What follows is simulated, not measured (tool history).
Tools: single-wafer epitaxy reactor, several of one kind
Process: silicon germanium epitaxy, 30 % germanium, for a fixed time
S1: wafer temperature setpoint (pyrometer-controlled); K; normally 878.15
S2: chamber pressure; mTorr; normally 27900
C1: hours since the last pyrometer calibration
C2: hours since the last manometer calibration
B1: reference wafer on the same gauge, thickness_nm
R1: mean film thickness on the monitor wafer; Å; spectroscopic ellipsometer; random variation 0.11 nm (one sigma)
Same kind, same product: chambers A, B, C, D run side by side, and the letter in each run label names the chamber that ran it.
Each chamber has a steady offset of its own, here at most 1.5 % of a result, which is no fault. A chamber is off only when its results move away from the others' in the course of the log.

run 1A hour=4.7 | S1=878.15 S2=27900 | C1=362.2 C2=2597.5 | B1=67.594 | R1=729.21
run 2C hour=12.5 | S1=878.15 S2=27900 | C1=591.1 C2=1237.9 | B1=67.633 | R1=728.26
run 3D hour=19.5 | S1=878.15 S2=27900 | C1=1119.4 C2=1579.9 | B1=67.659 | R1=736.94
run 4B hour=26.1 | S1=878.15 S2=27900 | C1=2203.5 C2=2020.2 | B1=67.684 | R1=731.33
run 5C hour=31.1 | S1=878.15 S2=27900 | C1=609.7 C2=1256.5 | B1=67.671 | R1=729.18
run 6A hour=35.1 | S1=889.15 S2=22800 | C1=392.6 C2=2627.9 | B1=67.711 | R1=819.46
run 7D hour=42.9 | S1=889.15 S2=22800 | C1=1142.8 C2=1603.3 | B1=67.717 | R1=827.70
run 8B hour=49.2 | S1=889.15 S2=22800 | C1=2226.6 C2=2043.3 | B1=67.736 | R1=821.79
run 9C hour=53.4 | S1=889.15 S2=22800 | C1=632.0 C2=1278.8 | B1=67.736 | R1=820.66
run 10A hour=60.7 | S1=878.15 S2=27900 | C1=418.2 C2=2653.5 | B1=67.749 | R1=730.62
run 11B hour=66.0 | S1=878.15 S2=27900 | C1=2243.4 C2=2060.1 | B1=67.776 | R1=733.79
run 12D hour=74.0 | S1=878.15 S2=27900 | C1=1173.9 C2=1634.4 | B1=67.834 | R1=738.56
run 13B hour=79.4 | S1=868.15 S2=30400 | C1=2256.8 C2=2073.5 | B1=67.813 | R1=629.43
-- hour=80.3 chamber A: capacitance manometer re-zeroed and calibrated
run 14A hour=83.1 | S1=868.15 S2=30400 | C1=440.6 C2=2.8 | B1=67.816 | R1=628.49
run 15C hour=88.0 | S1=868.15 S2=30400 | C1=666.6 C2=1313.4 | B1=67.867 | R1=628.83
run 16D hour=96.3 | S1=868.15 S2=30400 | C1=1196.2 C2=1656.7 | B1=67.862 | R1=639.01
run 17B hour=102.2 | S1=878.15 S2=27900 | C1=2279.6 C2=2096.3 | B1=67.875 | R1=733.09
run 18D hour=108.6 | S1=865.15 S2=33700 | C1=1208.5 C2=1669.0 | B1=67.913 | R1=630.44
run 19C hour=112.8 | S1=865.15 S2=33700 | C1=691.4 C2=1338.2 | B1=67.880 | R1=622.55
run 20A hour=117.4 | S1=865.15 S2=33700 | C1=474.9 C2=37.1 | B1=67.914 | R1=619.38
run 21B hour=123.4 | S1=865.15 S2=33700 | C1=2300.8 C2=2117.5 | B1=67.924 | R1=624.04
run 22C hour=130.2 | S1=878.15 S2=27900 | C1=708.8 C2=1355.6 | B1=67.969 | R1=732.17
run 23D hour=137.3 | S1=878.15 S2=27900 | C1=1237.2 C2=1697.7 | B1=67.961 | R1=739.83
run 24A hour=142.5 | S1=878.15 S2=27900 | C1=500.0 C2=62.2 | B1=67.987 | R1=732.34
run 25A hour=146.3 | S1=887.15 S2=24300 | C1=503.8 C2=66.0 | B1=68.005 | R1=818.34
run 26C hour=152.3 | S1=887.15 S2=24300 | C1=730.9 C2=1377.7 | B1=68.036 | R1=813.63

Each of the 4 chambers runs these same settings next. Fill in every chamber's results:
run 27A hour=158.3 | S1=864.15 S2=27900 | R1=?
run 27B hour=158.3 | S1=864.15 S2=27900 | R1=?
run 27C hour=158.3 | S1=864.15 S2=27900 | R1=?
run 27D hour=158.3 | S1=864.15 S2=27900 | R1=?

run=27A R1=565.29
run=27B R1=568.19
run=27C R1=567.47
run=27D R1=574.27
